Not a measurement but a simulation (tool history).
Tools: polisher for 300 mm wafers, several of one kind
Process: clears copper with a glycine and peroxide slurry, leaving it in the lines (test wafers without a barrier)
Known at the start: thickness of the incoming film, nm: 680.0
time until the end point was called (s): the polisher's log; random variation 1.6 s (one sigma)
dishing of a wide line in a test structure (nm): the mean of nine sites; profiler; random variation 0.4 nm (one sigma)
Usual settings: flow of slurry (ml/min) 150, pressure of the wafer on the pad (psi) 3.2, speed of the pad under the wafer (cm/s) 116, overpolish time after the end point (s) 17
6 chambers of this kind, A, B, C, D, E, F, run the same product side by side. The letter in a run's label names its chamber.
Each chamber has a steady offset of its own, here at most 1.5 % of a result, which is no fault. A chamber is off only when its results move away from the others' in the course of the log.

run   hour  flow of slurry (ml/min)  pressure of the wafer on the pad (psi)  speed of the pad under the wafer (cm/s)  overpolish time after the end point (s)  time until the end point was called (s)  dishing of a wide line in a test structure (nm)
       6.7  -- chamber B: worn pad replaced by a new one
 1F    8.4                      150                                     3.2                                      116                                       17                                   109.41                                           37.818
      17.2  -- chamber C: slurry nozzle cleaned
 2B     20                      150                                     3.2                                      116                                       17                                   111.58                                           38.366
      21.1  -- chamber E: worn pad replaced by a new one
      23.6  -- chamber D: worn pad replaced by a new one
      27.6  -- chamber A: slurry nozzle cleaned
 3E   27.8                      150                                     3.2                                      116                                       17                                   109.93                                           38.389
      32.2  -- chamber B: head pressure recalibrated
 4D   38.8                      150                                     3.2                                      116                                       17                                   111.68                                           38.681
 5C   45.8                      150                                     3.2                                      116                                       17                                   110.47                                           37.206
 6A   56.7                      150                                     3.2                                      116                                       17                                   110.59                                           38.684
 7D     66                      150                                     3.2                                      116                                       17                                   113.28                                           39.037
      75.1  -- chamber F: slurry nozzle cleaned
 8A   77.3                      150                                     3.2                                      116                                       17                                    110.1                                           38.412
 9B   86.3                      150                                     3.2                                      116                                       17                                   109.63                                           37.995
10C   95.1                      150                                     3.2                                      116                                       17                                   111.38                                           37.912
11E  106.5                      150                                     3.2                                      116                                       17                                   111.64                                           38.235
12F  115.2                      150                                     3.2                                      116                                       17                                   109.09                                           37.987
     116.4  -- chamber A: worn pad replaced by a new one
       121  -- chamber F: worn pad replaced by a new one
13B  124.6                      150                                     3.2                                      116                                       17                                   110.32                                           37.919
     131.3  -- chamber D: worn pad replaced by a new one
     131.6  -- chamber C: worn pad replaced by a new one
14E  135.8                      150                                     3.2                                      116                                       17                                   112.03                                           37.978
15C  147.4                      150                                     3.2                                      116                                       17                                   112.06                                           37.622
16D  159.1                      150                                     3.2                                      116                                       17                                   110.14                                           38.905
     166.3  -- chamber E: worn pad replaced by a new one
17A  169.6                      150                                     3.8                                      116                                       17                                   96.434                                           40.579
       176  -- chamber B: worn pad replaced by a new one
18F  178.5                      150                                     3.8                                      116                                       17                                   96.758                                           39.825
19D  190.5                      150                                     3.8                                      116                                       17                                   92.848                                           39.465
     192.1  -- chamber E: slurry nozzle cleaned
20E  198.5                      150                                     3.8                                      116                                       17                                    95.58                                           39.971
21B  206.6                      150                                     3.8                                      116                                       17                                   96.052                                            39.77
22A  212.4                      150                                     3.8                                      116                                       17                                   94.774                                           40.023
23F  222.6                      150                                     3.2                                      116                                       17                                    110.6                                           38.178
24C  234.2                      150                                     3.2                                      116                                       17                                   111.22                                           37.528
25E  242.2                      150                                     3.2                                      142                                       14                                   93.792                                           36.727
     245.6  -- chamber E: head pressure recalibrated
     248.4  -- chamber D: worn pad replaced by a new one
     251.2  -- chamber A: worn pad replaced by a new one
26A  252.9                      150                                     3.2                                      142                                       14                                    93.26                                           37.573
     256.9  -- chamber D: head pressure recalibrated
27B  258.9                      150                                     3.2                                      142                                       14                                   92.162                                           37.297
28C  270.9                      150                                     3.2                                      142                                       14                                   92.823                                           37.308
     279.8  -- chamber C: worn pad replaced by a new one
29D  282.9                      150                                     3.2                                      142                                       14                                     94.1                                           38.092
       289  -- chamber F: worn pad replaced by a new one
30F  293.6                      150                                     3.2                                      142                                       14                                   94.955                                           37.189
     304.4  -- chamber E: worn pad replaced by a new one
31F    305                      150                                     3.2                                      116                                       17                                   111.14                                           37.701
32A  313.3                      150                                     3.2                                      116                                       17                                   110.95                                           38.197
33D  321.1                      150                                     3.2                                      116                                       17                                   111.12                                           38.559
34E  330.5                      150                                     3.2                                      116                                       17                                   111.71                                           37.988
     334.8  -- chamber B: worn pad replaced by a new one
35C    337                      150                                     3.2                                      116                                       17                                   110.42                                           37.927
36B  346.1                      150                                     3.2                                      116                                       17                                   109.95                                            38.65
37E  354.4                      150                                     3.2                                      116                                       17                                   112.12                                           38.075
38C  361.7                      150                                     3.2                                      116                                       17                                   111.82                                           37.511
     364.8  -- chamber D: worn pad replaced by a new one
     367.2  -- chamber F: head pressure recalibrated
39B  371.5                      150                                     3.2                                      116                                       17                                   108.89                                           37.807
     373.6  -- chamber B: slurry nozzle cleaned
40D  382.6                      150                                     3.2                                      116                                       17                                   111.63                                           38.543
41A  391.9                      150                                     3.2                                      116                                       17                                   112.23                                           38.078
42F  397.3                      150                                     3.2                                      116                                       17                                   112.79                                           38.682
43B  402.8                      150                                     3.2                                      116                                       17                                   110.45                                           38.329
44C  411.6                      150                                     3.2                                      116                                       17                                   112.85                                           38.541

What goes on in this fleet: one chamber off, a drifting gauge, or nothing beyond the chambers' own small offsets? Name the chamber and the cause, if any.

No chamber stands off beyond its own small offset, and the gauge holds steady.
